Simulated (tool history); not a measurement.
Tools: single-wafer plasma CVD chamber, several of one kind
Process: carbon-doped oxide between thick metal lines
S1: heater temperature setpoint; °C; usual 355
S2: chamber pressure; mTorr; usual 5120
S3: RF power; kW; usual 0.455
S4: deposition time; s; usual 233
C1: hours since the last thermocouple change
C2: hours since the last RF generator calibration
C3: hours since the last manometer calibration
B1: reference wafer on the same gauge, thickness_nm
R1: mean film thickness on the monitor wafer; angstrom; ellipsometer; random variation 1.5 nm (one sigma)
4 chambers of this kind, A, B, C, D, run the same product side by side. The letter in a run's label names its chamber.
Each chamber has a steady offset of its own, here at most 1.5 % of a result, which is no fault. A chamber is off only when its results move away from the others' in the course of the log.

run,hour,S1,S2,S3,S4,C1,C2,C3,B1,R1
# hour 0.6: chamber C: capacitance manometer re-zeroed and calibrated
1C,6.7,355,5120,0.455,233,960.2,88.1,6.2,959.91,10834.0
2A,19.5,355,5120,0.455,233,1580.6,1021.8,678.0,960.29,10832.0
3B,31.2,355,5120,0.455,233,954.7,1851.7,272.9,960.50,10864.0
4D,42.8,355,5120,0.455,233,2095.8,956.7,1218.6,960.55,11008.0
5D,51.1,355,5120,0.455,233,2104.1,965.0,1226.9,960.79,10995.0
6B,61.0,355,5120,0.455,233,984.5,1881.5,302.7,960.93,10875.0
7C,70.5,355,5120,0.455,233,1024.0,151.9,70.0,960.86,10847.0
8A,81.2,355,5120,0.455,233,1642.3,1083.5,739.7,961.30,10849.0
9C,88.4,355,5120,0.455,233,1041.9,169.8,87.9,961.33,10864.0
10B,98.4,355,5120,0.375,233,1021.9,1918.9,340.1,961.63,9485.9
11A,106.9,355,5120,0.375,233,1668.0,1109.2,765.4,961.52,9398.5
12D,115.6,355,5120,0.375,233,2168.6,1029.5,1291.4,961.56,9576.8
13C,128.1,355,5120,0.375,233,1081.6,209.5,127.6,961.73,9441.6
14A,139.2,355,5120,0.455,233,1700.3,1141.5,797.7,961.74,10869.0
15B,145.1,355,5120,0.455,233,1068.6,1965.6,386.8,962.08,10892.0
16D,151.5,355,5120,0.455,233,2204.5,1065.4,1327.3,962.32,10988.0
17B,163.3,355,5120,0.455,233,1086.8,1983.8,405.0,962.02,10908.0
18D,174.7,355,5120,0.455,233,2227.7,1088.6,1350.5,962.27,10994.0
19C,184.2,355,4650,0.455,214,1137.7,265.6,183.7,962.57,9825.7
# hour 186.0: chamber A: RF generator calibrated
20A,190.2,355,4650,0.455,214,1751.3,4.3,848.7,962.51,9845.2
21D,199.4,355,4650,0.455,214,2252.4,1113.3,1375.2,962.51,9956.5
22C,209.5,355,4650,0.455,214,1163.0,290.9,209.0,962.85,9823.3
23B,221.3,355,5120,0.455,233,1144.8,2041.8,463.0,962.51,10886.0
24A,230.9,364,5120,0.455,233,1792.0,45.0,889.4,963.15,10646.0
25D,237.0,364,5120,0.455,233,2290.0,1150.9,1412.8,963.25,10813.0
26C,244.7,364,5120,0.455,233,1198.2,326.1,244.2,963.48,10631.0
27A,252.2,364,5120,0.455,233,1813.3,66.3,910.7,963.51,10650.0
# hour 263.1: chamber D: thermocouple changed; heater temperature recalibrated
28B,263.3,355,5120,0.455,233,1186.8,2083.8,505.0,963.38,10916.0
29C,270.6,355,5120,0.455,233,1224.1,352.0,270.1,963.28,10880.0
30A,282.1,355,4280,0.455,233,1843.2,96.2,940.6,963.76,10594.0
31B,291.8,355,4280,0.455,233,1215.3,2112.3,533.5,963.67,10602.0
32D,300.4,355,4280,0.455,233,37.4,1214.3,1476.2,964.11,10741.0
33B,310.2,355,4280,0.455,233,1233.7,2130.7,551.9,963.76,10617.0
34A,315.8,355,5120,0.455,233,1876.9,129.9,974.3,963.58,10882.0
35C,327.1,355,5120,0.455,233,1280.6,408.5,326.6,964.22,10859.0
36D,338.0,355,5120,0.455,233,75.0,1251.9,1513.8,964.56,11070.0
37C,349.9,355,5120,0.455,233,1303.4,431.3,349.4,964.46,10872.0
38A,357.6,355,5120,0.455,233,1918.7,171.7,1016.1,964.46,10889.0
39B,366.9,355,5120,0.455,233,1290.4,2187.4,608.6,964.64,10902.0
40D,377.3,355,5120,0.455,233,114.3,1291.2,1553.1,964.85,11091.0
41C,383.7,355,5120,0.455,233,1337.2,465.1,383.2,964.93,10872.0
42B,390.7,355,5120,0.455,233,1314.2,2211.2,632.4,964.96,10943.0
43D,397.0,355,5120,0.455,233,134.0,1310.9,1572.8,964.76,11078.0
44A,408.7,355,5120,0.455,233,1969.8,222.8,1067.2,965.07,10891.0

Next, every chamber runs the same settings. What will each give?
45A,418.1,368,5120,0.455,233,,,,,?
45B,418.1,368,5120,0.455,233,,,,,?
45C,418.1,368,5120,0.455,233,,,,,?
45D,418.1,368,5120,0.455,233,,,,,?

run,R1
45A,10586.0
45B,10616.0
45C,10582.0
45D,10733.0

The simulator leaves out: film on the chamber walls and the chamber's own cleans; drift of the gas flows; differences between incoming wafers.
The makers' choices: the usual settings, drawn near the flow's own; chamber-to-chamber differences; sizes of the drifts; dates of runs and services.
